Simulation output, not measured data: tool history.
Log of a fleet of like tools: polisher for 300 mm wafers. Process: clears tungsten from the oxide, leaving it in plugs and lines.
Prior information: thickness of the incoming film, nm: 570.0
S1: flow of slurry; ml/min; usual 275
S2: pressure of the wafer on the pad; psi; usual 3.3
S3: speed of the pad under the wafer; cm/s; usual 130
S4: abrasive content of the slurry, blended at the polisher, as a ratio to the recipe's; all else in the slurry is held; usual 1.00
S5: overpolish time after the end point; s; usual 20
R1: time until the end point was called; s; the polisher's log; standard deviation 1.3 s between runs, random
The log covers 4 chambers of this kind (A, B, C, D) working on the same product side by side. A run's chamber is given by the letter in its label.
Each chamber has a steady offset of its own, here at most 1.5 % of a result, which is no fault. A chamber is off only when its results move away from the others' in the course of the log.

run    day   S1   S2   S3    S4  S5      R1
 1D  0.338  275  3.3  130  1.00  20  112.40
     0.662  -- chamber B: slurry blender recalibrated
 2C  0.771  275  3.3  130  1.00  20  111.33
 3B  1.000  275  3.3  130  1.00  20  115.81
     1.108  -- chamber D: slurry tank refilled with fresh slurry and peroxide
 4A  1.246  275  3.3  130  1.00  20  109.72
     1.375  -- chamber D: worn pad replaced by a new one
 5B  1.450  275  3.3  130  1.00  20  115.61
 6A  1.767  245  3.3  130  0.75  20  121.46
 7C  2.092  245  3.3  130  0.75  20  120.43
 8D  2.504  245  3.3  130  0.75  20  122.25
     2.567  -- chamber C: slurry tank refilled with fresh slurry and peroxide
     2.654  -- chamber C: worn pad replaced by a new one
 9D  2.808  245  3.3  130  0.75  20  125.17
     2.854  -- chamber B: worn pad replaced by a new one
10B  3.038  275  3.3  130  1.00  20  112.26
     3.162  -- chamber D: slurry tank refilled with fresh slurry and peroxide
     3.292  -- chamber A: worn pad replaced by a new one
     3.317  -- chamber A: head pressure recalibrated
11A  3.358  195  3.3  130  1.00  20  115.48
12C  3.612  195  3.3  130  1.00  20  117.01
     4.004  -- chamber C: head pressure recalibrated
13A  4.017  195  3.3  130  1.00  20  116.03
14B  4.254  195  3.3  130  1.00  20  116.78
15D  4.512  275  3.3  130  1.00  20  112.82
     4.562  -- chamber A: slurry tank refilled with fresh slurry and peroxide
     4.612  -- chamber B: slurry tank refilled with fresh slurry and peroxide
16C  4.708  275  3.3  130  1.00  20  115.77
     4.775  -- chamber D: worn pad replaced by a new one
     4.962  -- chamber D: slurry tank refilled with fresh slurry and peroxide
17B  5.125  275  3.3  130  1.00  20  113.28
18D  5.408  275  3.3  130  1.00  20  115.82
     5.708  -- chamber D: slurry nozzle cleaned
19C  5.771  275  3.3  130  1.00  20  113.68
20A  6.129  275  3.3  130  1.00  20  112.31
21C  6.362  275  3.3  130  1.00  20  113.08
     6.475  -- chamber A: worn pad replaced by a new one
     6.683  -- chamber C: worn pad replaced by a new one
     6.742  -- chamber D: slurry tank refilled with fresh slurry and peroxide
22A  6.758  275  3.3  130  1.00  20  110.94
23D  7.138  275  3.3  130  1.00  20  113.99
24B  7.575  275  3.3  130  1.00  20  114.31
     7.696  -- chamber A: slurry blender recalibrated
25D  7.967  275  3.3  130  1.00  20  112.63
26B  8.238  275  3.3  130  1.00  20  111.44
27C  8.458  275  3.3  130  1.00  20  113.84
     8.483  -- chamber D: slurry tank refilled with fresh slurry and peroxide
28A  8.671  275  3.3  130  1.00  20  114.79
29D  8.925  275  3.3  130  1.00  20  113.15
30A  9.171  275  3.3  130  1.00  20  114.53

Has any chamber moved away from the others, gradually or after a service, or does the common gauge drift, or do the chambers differ only by their own small steady offsets? State the chamber and the most likely cause if one applies.

Beyond each chamber's small constant offset nothing stands out, and the gauge stays steady.

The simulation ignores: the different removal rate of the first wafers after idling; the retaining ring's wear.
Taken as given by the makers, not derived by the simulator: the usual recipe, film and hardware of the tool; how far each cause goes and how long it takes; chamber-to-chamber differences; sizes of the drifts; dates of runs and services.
